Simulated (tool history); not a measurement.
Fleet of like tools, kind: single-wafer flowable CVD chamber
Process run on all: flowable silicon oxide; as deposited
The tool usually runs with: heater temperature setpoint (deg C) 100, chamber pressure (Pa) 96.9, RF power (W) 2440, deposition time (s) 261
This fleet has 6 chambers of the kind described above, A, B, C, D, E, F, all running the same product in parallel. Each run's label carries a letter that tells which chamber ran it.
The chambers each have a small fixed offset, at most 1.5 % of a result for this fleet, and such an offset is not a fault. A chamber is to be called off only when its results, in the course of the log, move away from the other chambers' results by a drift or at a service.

run,hour,heater temperature setpoint (deg C),chamber pressure (Pa),RF power (W),deposition time (s),"read-back reference wafer on the same gauge, thickness_nm",mean film thickness on the monitor wafer (nm)
1C,5.9,100,96.9,2440,261,137.17,144.83
2E,9.7,100,96.9,2440,261,137.08,144.87
3F,13.1,100,96.9,2440,261,137.14,142.68
4B,19.8,100,96.9,2440,261,136.94,143.77
5A,25.6,100,96.9,2440,261,136.99,144.93
6D,32.9,100,96.9,2440,261,137.07,145.32
7F,36.2,100,96.9,2440,261,136.82,142.57
8A,41.2,100,96.9,2440,261,136.93,144.34
9E,48.2,100,96.9,2440,261,137.03,143.40
10D,54.2,100,96.9,2440,261,137.19,143.47
11C,61.2,100,96.9,2440,261,137.01,145.32
12B,65.7,100,96.9,2440,261,137.07,143.11
13A,72.9,100,96.9,2440,261,136.85,144.90
14C,76.6,100,96.9,2440,261,136.96,144.71
15F,80.4,100,96.9,2440,261,136.95,142.17
16E,86.9,100,96.9,2440,228,136.84,126.46
17D,90.2,100,96.9,2440,228,136.90,127.84
18B,95.9,100,96.9,2440,228,136.89,126.61
19B,102.7,100,96.9,2440,228,137.16,125.25
20A,107.5,100,96.9,2440,228,136.98,126.16
21F,114.8,100,96.9,2440,228,136.89,124.65
22D,118.2,100,96.9,2840,261,136.89,145.75
# hour 119.2: chamber E: thermocouple changed; heater temperature recalibrated
23E,122.3,100,96.9,2840,261,136.88,154.11
24C,126.2,100,96.9,2840,261,137.03,147.00
25C,130.9,100,96.9,2840,261,137.16,146.52
26A,135.9,100,96.9,2840,261,137.11,148.56
27D,141.7,100,96.9,2840,261,137.08,147.34
28E,146.0,100,96.9,2440,261,137.07,151.50
29B,153.0,100,96.9,2440,261,136.79,144.01
30F,160.0,100,96.9,2440,261,136.98,143.93
31B,164.9,100,96.9,2440,261,136.68,143.01
32D,172.2,100,96.9,2440,261,137.10,144.25
33F,178.7,100,96.9,2440,261,137.03,142.90
34E,183.3,100,96.9,2440,261,136.89,152.89
35C,186.6,100,96.9,2440,261,137.10,144.13
36A,191.3,100,96.9,2440,261,136.91,144.09
37E,196.4,100,96.9,2440,261,137.14,151.26
38B,201.5,86,96.9,2710,261,137.08,231.15
39F,207.4,86,96.9,2710,261,136.88,228.26
40D,211.4,86,96.9,2710,261,136.74,229.19

One chamber off, gauge drift, or nothing amiss beyond the chambers' own small offsets? If it is a chamber, which one, and what is the likeliest cause?

After it was serviced, chamber E no longer matches the other chambers.
What lies behind it: wafer temperature below the value expected at the setpoint (K) = 1.55.

Below are 4 candidate recipes for chamber E's next run, each the usual settings with a change, their results shown as question marks. Which of them brings E's results back in line with what the other chambers give on the usual settings?
In line means no further than this from the other chambers' mean on the usual settings: mean film thickness on the monitor wafer (nm) 3.00
41E-1,216.7,99,98.1,2440,262,,?
41E-2,216.7,100,96.9,2440,246,,?
41E-3,216.7,100,95.6,2440,261,,?
41E-4,216.7,100,98.3,2440,261,,?

On the usual settings, the other chambers give on average: mean film thickness on the monitor wafer (nm) 143.97
run,mean film thickness on the monitor wafer (nm)
41E-1,160.25
41E-2,143.34
41E-3,149.23
41E-4,154.85
Change 41E-2 lands the chamber within the allowed miss of the other chambers.

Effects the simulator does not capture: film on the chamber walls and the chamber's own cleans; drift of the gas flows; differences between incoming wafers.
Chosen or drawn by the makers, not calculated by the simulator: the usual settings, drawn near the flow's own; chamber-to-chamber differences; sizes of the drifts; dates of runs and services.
